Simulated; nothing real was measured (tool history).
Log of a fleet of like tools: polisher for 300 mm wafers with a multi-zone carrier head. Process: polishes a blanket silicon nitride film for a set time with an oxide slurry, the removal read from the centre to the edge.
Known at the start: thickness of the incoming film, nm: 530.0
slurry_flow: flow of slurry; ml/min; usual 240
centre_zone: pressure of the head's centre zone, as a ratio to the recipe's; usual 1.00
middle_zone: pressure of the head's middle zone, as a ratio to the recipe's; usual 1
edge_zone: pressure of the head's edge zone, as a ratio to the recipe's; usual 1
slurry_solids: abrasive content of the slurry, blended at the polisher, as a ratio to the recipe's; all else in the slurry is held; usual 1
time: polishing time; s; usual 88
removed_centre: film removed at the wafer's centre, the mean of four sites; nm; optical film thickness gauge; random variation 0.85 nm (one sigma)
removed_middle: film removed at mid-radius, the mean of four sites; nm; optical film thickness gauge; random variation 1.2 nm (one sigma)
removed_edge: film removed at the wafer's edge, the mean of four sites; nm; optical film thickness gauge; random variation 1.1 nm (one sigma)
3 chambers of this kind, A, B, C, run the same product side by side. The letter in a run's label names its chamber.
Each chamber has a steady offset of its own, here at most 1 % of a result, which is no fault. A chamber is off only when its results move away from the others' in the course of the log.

run	day	slurry_flow	centre_zone	middle_zone	edge_zone	slurry_solids	time	wafers polished on this pad	hours since the slurry nozzle was cleaned	hours since the centre zone pressure was calibrated	hours since the edge zone pressure was calibrated	removed_centre	removed_middle	removed_edge
1A	0.104	240	1.00	1	1	1	88	302	238.9	78.4	570.9	79.093	77.954	79.737
2B	0.233	240	1.00	1	1	1	88	405	244.8	894.5	191.3	78.414	78.374	80.209
3C	0.379	240	1.00	1	1	1	88	360	112.3	881.0	569.0	82.055	79.303	80.397
# day 0.383: chamber C: centre zone pressure recalibrated
4A	0.538	240	1.00	1	1	1	88	363	249.3	88.8	581.3	78.256	78.574	79.333
5B	0.704	240	1.00	1	1	1	88	472	256.1	905.8	202.6	80.331	81.134	79.058
6C	0.871	240	1.00	1	1	1	88	429	124.1	11.7	580.8	78.159	80.857	80.027
7A	1.021	240	1.05	1	1	1	88	432	260.9	100.4	592.9	84.817	79.708	81.112
8C	1.192	240	1.05	1	1	1	88	474	131.8	19.4	588.5	85.417	79.188	78.474
9B	1.292	240	1.05	1	1	1	88	555	270.2	919.9	216.7	82.700	80.666	79.461
10A	1.475	240	1.00	1	1	1	88	496	271.8	111.3	603.8	79.875	77.975	80.538
11C	1.642	240	1.00	1	1	1	88	538	142.6	30.2	599.3	79.849	79.594	79.507
12B	1.750	320	1.04	1	1	1	88	619	281.2	930.9	227.7	85.574	80.492	81.050
13C	1.875	320	1.04	1	1	1	88	571	148.2	35.8	604.9	85.188	82.210	81.822
14B	2.012	320	1.04	1	1	1	88	656	287.5	937.2	234.0	86.930	81.424	80.293
15A	2.121	240	1.00	1	1	1	88	587	287.3	126.8	619.3	78.919	79.764	80.799
# day 2.258: chamber C: worn pad replaced by a new one
16C	2.262	240	1.00	1	1	1	88	0	157.5	45.1	614.2	80.617	77.321	79.568
17B	2.421	240	0.93	1	1	1	88	714	297.3	947.0	243.8	75.176	80.727	78.332
18A	2.588	240	0.93	1	1	1	88	653	298.5	138.0	630.5	72.376	77.272	79.240
19B	2.738	240	0.93	1	1	1	88	759	304.9	954.6	251.4	75.323	80.760	81.588
20C	2.875	275	1.00	1	1	1	72	87	172.2	59.8	628.9	66.824	66.401	66.282
21A	3.067	275	1.00	1	1	1	72	721	310.0	149.5	642.0	63.575	64.266	64.854
22B	3.192	275	1.00	1	1	1	72	823	315.8	965.5	262.3	65.178	66.734	65.898
23A	3.292	240	1.00	1	1	1	88	752	315.4	154.9	647.4	77.563	77.956	78.958
24C	3.442	240	1.00	1	1	1	88	167	185.8	73.4	642.5	79.356	80.216	77.958
25A	3.596	240	1.00	1	1	1	88	795	322.7	162.2	654.7	78.196	78.677	76.724
26C	3.775	240	1.00	1	1	1	88	214	193.8	81.4	650.5	79.242	78.594	80.371
27B	3.904	240	1.00	1	1	1	88	924	332.9	982.6	279.4	79.913	80.707	78.793
28B	3.996	240	1.00	1	1	1	88	937	335.1	984.8	281.6	79.805	79.984	79.699
29C	4.179	190	0.90	1	1	1	88	271	203.5	91.1	660.2	69.381	79.503	76.371
30A	4.308	190	0.90	1	1	1	88	896	339.8	179.3	671.8	64.811	73.936	74.778
31C	4.425	190	0.90	1	1	1	88	306	209.4	97.0	666.1	68.177	78.277	79.050
32A	4.571	240	1.00	1	1	1	88	933	346.1	185.6	678.1	76.880	76.285	77.883
33B	4.758	240	1.00	1	1	1	88	1044	353.4	1003.1	299.9	79.668	82.768	80.909
34A	4.896	240	1.00	1	1	1	98	979	353.9	193.4	685.9	85.331	84.384	84.732
35C	5.000	240	1.00	1	1	1	98	387	223.2	110.8	679.9	87.699	89.836	87.564
36B	5.088	240	1.00	1	1	1	98	1091	361.3	1011.0	307.8	90.107	87.334	88.978
37A	5.175	240	1.00	1	1	1	88	1018	360.6	200.1	692.6	74.914	76.746	76.289
38B	5.317	240	1.00	1	1	1	88	1123	366.8	1016.5	313.3	80.623	81.336	77.761
39C	5.408	240	1.00	1	1	1	88	445	233.0	120.6	689.7	79.270	78.161	78.779
40C	5.558	240	1.00	1	1	1	88	466	236.6	124.2	693.3	78.296	79.285	80.524
41B	5.704	240	1.00	1	1	1	88	1178	376.1	1025.8	322.6	80.268	80.220	79.610
42A	5.871	240	1.00	1	1	1	88	1117	377.3	216.8	709.3	72.839	74.400	74.455

What goes on in this fleet: one chamber off, a drifting gauge, or nothing beyond the chambers' own small offsets? Name the chamber and the cause, if any.

Chamber A drifts away from the others.
Cause: removal rate lost through wear of the pad, % = 6.67.
The log may not tell that from: slurry flow missing at the pad, %.

Here are 4 candidates for chamber A's next run, each the usual settings with a change, their results left as question marks. Which one brings its results back in line with what the others give on the usual settings?
In line means no further than this from the other chambers' mean on the usual settings: removed_centre 3.000 nm; removed_middle 4.100 nm; removed_edge 3.700 nm
43A-1	6.017	245	1.02	1.01	0.99	1.05	98					?	?	?
43A-2	6.017	240	0.99	0.99	1.00	1.00	83					?	?	?
43A-3	6.017	235	0.99	0.98	1.01	0.95	79					?	?	?
43A-4	6.017	240	1.01	1.01	1.00	1.00	93					?	?	?

The other chambers' mean on the usual settings: removed_centre 79.835 nm; removed_middle 79.932 nm; removed_edge 79.484 nm
run	removed_centre	removed_middle	removed_edge
43A-1	86.538	86.090	84.068
43A-2	69.141	69.855	69.899
43A-3	64.056	64.142	65.179
43A-4	79.225	79.707	78.298
43A-4 brings the chamber back in line.
